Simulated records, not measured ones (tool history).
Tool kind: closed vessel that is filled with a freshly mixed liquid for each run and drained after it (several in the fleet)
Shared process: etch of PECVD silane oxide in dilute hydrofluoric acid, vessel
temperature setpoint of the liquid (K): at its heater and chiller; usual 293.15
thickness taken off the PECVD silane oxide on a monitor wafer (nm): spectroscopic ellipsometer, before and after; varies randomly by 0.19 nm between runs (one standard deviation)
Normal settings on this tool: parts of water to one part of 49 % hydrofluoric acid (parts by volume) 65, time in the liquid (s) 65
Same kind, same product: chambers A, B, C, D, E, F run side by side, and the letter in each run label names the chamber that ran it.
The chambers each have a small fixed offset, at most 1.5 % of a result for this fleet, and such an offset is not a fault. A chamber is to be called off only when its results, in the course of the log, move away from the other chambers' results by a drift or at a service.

run,hour,temperature setpoint of the liquid (K),parts of water to one part of 49 % hydrofluoric acid (parts by volume),time in the liquid (s),hours since the thermometer was replaced,hours since the hydrofluoric acid flow meter was replaced,"read-back film thickness of the PECVD silane oxide reference wafer, read on the same gauge (nm)",thickness taken off the PECVD silane oxide on a monitor wafer (nm)
1D,3.3,293.15,65,65,674.8,841.5,49.985,20.566
2A,8.1,293.15,65,65,710.9,97,50.01,20.976
3C,12.4,293.15,65,65,1132.7,355.6,49.986,20.409
4B,16.4,293.15,65,65,412.4,933,49.994,20.3
5F,20.2,293.15,65,65,1546.8,1410.1,50.014,20.522
6E,23.7,293.15,65,65,1048.9,476.1,50.003,20.674
7C,29,293.15,85,65,1149.3,372.2,50.027,15.421
8D,33.4,293.15,85,65,704.9,871.6,50.012,15.425
9A,36.5,293.15,85,65,739.3,125.4,49.968,15.747
10F,40.6,293.15,85,65,1567.2,1430.5,49.97,15.447
11E,44.7,293.15,85,65,1069.9,497.1,50.012,15.416
12B,49.5,293.15,85,65,445.5,966.1,49.97,15.259
13B,53.7,293.15,65,65,449.7,970.3,49.993,20.516
14F,57.5,293.15,65,65,1584.1,1447.4,50.008,20.585
15C,61.1,293.15,65,65,1181.4,404.3,49.998,20.82
16D,65.4,293.15,65,65,736.9,903.6,50.047,20.8
17E,68.4,293.15,65,65,1093.6,520.8,49.994,20.578
18A,71.7,293.15,65,65,774.5,160.6,50.003,20.843
19F,77.1,293.15,65,65,1603.7,1467,50.001,20.397
20E,81,293.15,65,65,1106.2,533.4,49.999,20.606
21C,86.1,293.15,65,65,1206.4,429.3,50.002,20.47
22D,91.5,293.15,65,65,763,929.7,50.028,20.306
23B,95.6,293.15,65,65,491.6,1012.2,49.974,20.557
24A,101.1,293.15,85,65,803.9,190,50.007,15.398
25C,104.6,293.15,85,65,1224.9,447.8,50.008,14.951
26F,109.6,293.15,85,65,1636.2,1499.5,50.012,15.395
27D,114.8,293.15,85,65,786.3,953,49.997,15.479
# hour 116.9: chamber C: thermometer replaced
28B,119,293.15,85,65,515,1035.6,50.025,15.37
29E,123.8,293.15,85,65,1149,576.2,49.998,15.243
30A,126.6,293.15,65,65,829.4,215.5,49.99,20.806
31D,129.1,293.15,65,65,800.6,967.3,49.995,20.473
32E,134.7,293.15,65,65,1159.9,587.1,50.007,20.66
33A,139.9,293.15,65,65,842.7,228.8,50.022,20.51
34F,145.4,293.15,65,65,1672,1535.3,50.014,20.614
35B,147.8,293.15,65,65,543.8,1064.4,50.01,20.389
36C,150.9,293.15,65,65,34.1,494.1,50.002,20.41
37B,155.6,293.15,65,65,551.6,1072.2,49.991,20.532
38E,160.7,293.15,65,65,1185.9,613.1,50.004,20.774
39F,165.9,293.15,65,65,1692.5,1555.8,50.01,20.809
40A,169.6,293.15,65,65,872.4,258.5,50.013,20.888
41C,172.8,293.15,65,65,56,516,49.974,20.959
42D,178,293.15,65,65,849.5,1016.2,49.993,20.389
43B,183.4,293.15,65,65,579.4,1100,50,20.295
44C,186.4,293.15,65,65,69.6,529.6,49.992,20.954

What goes on in this fleet: one chamber off, a drifting gauge, or nothing beyond the chambers' own small offsets? Name the chamber and the cause, if any.

Neither any chamber nor the gauge drifts; the chambers differ only by their own small, steady offsets.
